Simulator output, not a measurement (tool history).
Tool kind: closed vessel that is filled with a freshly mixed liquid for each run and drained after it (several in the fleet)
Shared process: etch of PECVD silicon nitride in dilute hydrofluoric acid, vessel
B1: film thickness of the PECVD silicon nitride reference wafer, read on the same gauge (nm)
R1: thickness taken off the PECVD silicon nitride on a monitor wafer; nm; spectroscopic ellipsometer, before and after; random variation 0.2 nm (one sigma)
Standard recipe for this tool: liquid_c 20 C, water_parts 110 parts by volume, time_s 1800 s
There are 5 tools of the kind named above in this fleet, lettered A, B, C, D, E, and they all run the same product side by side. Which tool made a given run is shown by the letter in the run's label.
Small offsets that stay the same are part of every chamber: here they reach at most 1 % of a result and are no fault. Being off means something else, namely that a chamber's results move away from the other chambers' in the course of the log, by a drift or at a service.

run 1E hour=5.1 | liquid_c=20 water_parts=110 time_s=1800 | B1=130.02 | R1=21.482
run 2C hour=10.8 | liquid_c=20 water_parts=110 time_s=1800 | B1=129.99 | R1=21.270
run 3A hour=16.9 | liquid_c=20 water_parts=110 time_s=1800 | B1=130.02 | R1=21.210
run 4D hour=21.2 | liquid_c=20 water_parts=110 time_s=1800 | B1=130.02 | R1=21.441
run 5B hour=27.5 | liquid_c=20 water_parts=110 time_s=1800 | B1=130.01 | R1=21.480
-- hour=30.3 chamber C: thermometer replaced
run 6E hour=31.1 | liquid_c=20 water_parts=110 time_s=1800 | B1=130.01 | R1=21.118
run 7C hour=34.2 | liquid_c=20 water_parts=110 time_s=1800 | B1=130.04 | R1=21.485
run 8A hour=38.9 | liquid_c=17 water_parts=75 time_s=1800 | B1=130.04 | R1=24.841
run 9D hour=44.2 | liquid_c=17 water_parts=75 time_s=1800 | B1=129.98 | R1=24.961
run 10B hour=50.3 | liquid_c=17 water_parts=75 time_s=1800 | B1=129.99 | R1=25.327
run 11E hour=57.1 | liquid_c=17 water_parts=75 time_s=1800 | B1=130.04 | R1=25.240
run 12A hour=64.1 | liquid_c=17 water_parts=75 time_s=1800 | B1=130.00 | R1=24.844
run 13B hour=71.1 | liquid_c=20 water_parts=110 time_s=1800 | B1=129.99 | R1=21.499
run 14C hour=77.2 | liquid_c=20 water_parts=130 time_s=1800 | B1=129.98 | R1=18.143
run 15D hour=80.4 | liquid_c=20 water_parts=130 time_s=1800 | B1=130.02 | R1=18.172
run 16A hour=84.4 | liquid_c=20 water_parts=130 time_s=1800 | B1=129.99 | R1=18.188
run 17B hour=89.6 | liquid_c=20 water_parts=130 time_s=1800 | B1=129.94 | R1=18.002
run 18D hour=95.3 | liquid_c=20 water_parts=130 time_s=1800 | B1=129.98 | R1=18.379
run 19E hour=100.6 | liquid_c=20 water_parts=110 time_s=1800 | B1=129.97 | R1=21.536
run 20C hour=105.3 | liquid_c=20 water_parts=110 time_s=1800 | B1=129.98 | R1=20.941
run 21A hour=109.0 | liquid_c=20 water_parts=110 time_s=1800 | B1=130.04 | R1=21.330
run 22D hour=115.2 | liquid_c=20 water_parts=110 time_s=1800 | B1=130.05 | R1=21.164
-- hour=115.8 chamber A: hydrofluoric acid flow meter replaced
run 23C hour=118.9 | liquid_c=20 water_parts=110 time_s=1800 | B1=129.97 | R1=21.254
run 24E hour=125.9 | liquid_c=20 water_parts=110 time_s=1800 | B1=129.99 | R1=21.225
-- hour=128.0 chamber E: thermometer replaced
run 25B hour=131.5 | liquid_c=20 water_parts=110 time_s=1800 | B1=130.03 | R1=20.677
run 26B hour=136.8 | liquid_c=20 water_parts=110 time_s=1800 | B1=129.97 | R1=20.471
run 27D hour=141.8 | liquid_c=20 water_parts=110 time_s=1800 | B1=129.99 | R1=21.591
run 28E hour=146.0 | liquid_c=20 water_parts=110 time_s=1800 | B1=130.01 | R1=21.820
run 29C hour=152.6 | liquid_c=20 water_parts=110 time_s=1800 | B1=130.01 | R1=21.546
run 30A hour=159.6 | liquid_c=20 water_parts=110 time_s=1800 | B1=129.98 | R1=21.173
run 31C hour=165.9 | liquid_c=20 water_parts=110 time_s=1800 | B1=129.97 | R1=21.337
run 32E hour=169.3 | liquid_c=20 water_parts=110 time_s=1800 | B1=130.04 | R1=21.599
run 33B hour=175.4 | liquid_c=20 water_parts=110 time_s=1800 | B1=129.97 | R1=20.048
run 34A hour=180.6 | liquid_c=20 water_parts=110 time_s=1800 | B1=129.95 | R1=21.657
run 35D hour=187.6 | liquid_c=20 water_parts=70 time_s=1800 | B1=130.00 | R1=32.888
run 36B hour=191.2 | liquid_c=20 water_parts=70 time_s=1800 | B1=130.03 | R1=31.397
run 37E hour=196.1 | liquid_c=20 water_parts=70 time_s=1800 | B1=130.02 | R1=33.059
run 38A hour=202.5 | liquid_c=20 water_parts=70 time_s=1800 | B1=130.01 | R1=33.135
run 39C hour=206.3 | liquid_c=20 water_parts=70 time_s=1800 | B1=130.02 | R1=33.215
run 40D hour=210.4 | liquid_c=20 water_parts=110 time_s=1800 | B1=130.06 | R1=20.919
run 41A hour=214.6 | liquid_c=20 water_parts=110 time_s=1800 | B1=130.02 | R1=21.112
run 42D hour=220.1 | liquid_c=20 water_parts=110 time_s=1800 | B1=130.03 | R1=21.029

The same settings go to every chamber for the next run, one line per chamber below. Forecast the results for each:
run 43A hour=225.3 | liquid_c=20 water_parts=110 time_s=1800 | R1=?
run 43B hour=225.3 | liquid_c=20 water_parts=110 time_s=1800 | R1=?
run 43C hour=225.3 | liquid_c=20 water_parts=110 time_s=1800 | R1=?
run 43D hour=225.3 | liquid_c=20 water_parts=110 time_s=1800 | R1=?
run 43E hour=225.3 | liquid_c=20 water_parts=110 time_s=1800 | R1=?

run=43A R1=21.735
run=43B R1=19.082
run=43C R1=21.317
run=43D R1=21.174
run=43E R1=21.675

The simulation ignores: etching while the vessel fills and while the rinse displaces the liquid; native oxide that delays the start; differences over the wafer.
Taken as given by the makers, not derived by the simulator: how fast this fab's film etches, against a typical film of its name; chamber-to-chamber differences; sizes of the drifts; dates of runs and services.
